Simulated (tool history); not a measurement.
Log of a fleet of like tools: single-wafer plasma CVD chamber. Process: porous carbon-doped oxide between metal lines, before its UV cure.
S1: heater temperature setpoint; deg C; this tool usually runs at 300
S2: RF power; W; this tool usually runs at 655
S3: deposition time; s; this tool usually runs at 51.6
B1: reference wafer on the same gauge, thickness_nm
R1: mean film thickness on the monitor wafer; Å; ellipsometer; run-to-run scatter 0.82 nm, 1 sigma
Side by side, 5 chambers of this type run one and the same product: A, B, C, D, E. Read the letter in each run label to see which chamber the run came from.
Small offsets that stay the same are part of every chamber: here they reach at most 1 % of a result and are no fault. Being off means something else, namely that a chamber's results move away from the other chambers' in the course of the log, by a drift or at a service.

run	hour	S1	S2	S3	B1	R1
1C	4.9	300	655	51.6	374.75	3299.8
2D	11.0	300	655	51.6	375.27	3265.1
3E	17.8	300	655	51.6	375.02	3292.6
4A	24.3	300	655	51.6	375.06	3274.3
5B	28.8	300	655	51.6	375.04	3291.3
6A	33.0	300	655	51.6	375.01	3295.6
7E	40.3	300	655	51.6	374.95	3318.5
8D	45.3	300	655	51.6	374.98	3283.0
9C	51.1	300	655	51.6	374.79	3303.9
10B	55.2	300	655	51.6	375.00	3275.6
11E	61.9	293	570	51.6	374.98	3157.5
12A	66.2	293	570	51.6	374.87	3116.7
13D	69.8	293	570	51.6	375.08	3128.8
14B	73.2	293	570	51.6	375.05	3115.9
15C	79.0	293	570	51.6	375.07	3147.3
16D	83.1	300	655	51.6	374.86	3289.6
17B	90.4	300	655	51.6	375.01	3290.2
18E	94.1	300	655	51.6	375.03	3313.7
# hour 95.2: chamber E: thermocouple changed; heater temperature recalibrated
19C	99.3	300	655	41.6	374.65	2678.2
20A	104.4	300	655	41.6	375.08	2658.1
21D	108.7	300	655	41.6	375.05	2650.5
22C	115.5	300	655	41.6	375.01	2682.0
23A	120.3	300	655	41.6	375.02	2642.9
24E	123.8	300	655	51.6	374.93	3354.4
25B	127.2	300	655	51.6	375.00	3263.9
26B	132.9	300	655	51.6	375.00	3268.3
27A	137.0	313	725	51.6	375.05	3248.7
28E	142.6	313	725	51.6	375.16	3353.5
29C	148.8	313	725	51.6	375.00	3290.3
30D	154.0	313	725	51.6	375.03	3248.8
31C	158.2	313	725	51.6	374.79	3283.6
32B	162.5	300	655	51.6	375.19	3280.2
33A	167.5	300	655	51.6	375.11	3272.4
34E	174.8	300	655	51.6	374.98	3369.1
35D	180.4	300	655	51.6	375.11	3263.2
36B	184.0	300	655	51.6	374.95	3279.2
37A	191.3	300	655	51.6	375.10	3285.3
38D	197.9	300	655	51.6	375.05	3284.6
39E	201.9	300	655	51.6	375.12	3361.1

Has any chamber moved away from the others, gradually or after a service, or does the common gauge drift, or do the chambers differ only by their own small steady offsets? State the chamber and the most likely cause if one applies.

After it was serviced, chamber E no longer matches the other chambers.
Likeliest cause: wafer temperature below the value expected at the setpoint (K) = 2.44.

Chamber E could run next with any of the 4 candidate recipes listed below; each alters the usual settings, and their results appear as question marks. Which one brings its results back in line with what the other chambers deliver on the usual settings?
Allowed miss from the other chambers' usual-settings mean, per result, to count as in line: R1 29.0 Å
40E-1	207.2	300	695	51.6		?
40E-2	207.2	301	645	50.3		?
40E-3	207.2	300	680	51.6		?
40E-4	207.2	301	655	50.6		?

Average result of the remaining chambers running the usual settings: R1 3283.3 Å
run	R1
40E-1	3492.4
40E-2	3230.9
40E-3	3444.7
40E-4	3281.6
It is 40E-4 that realigns the chamber with its peers.
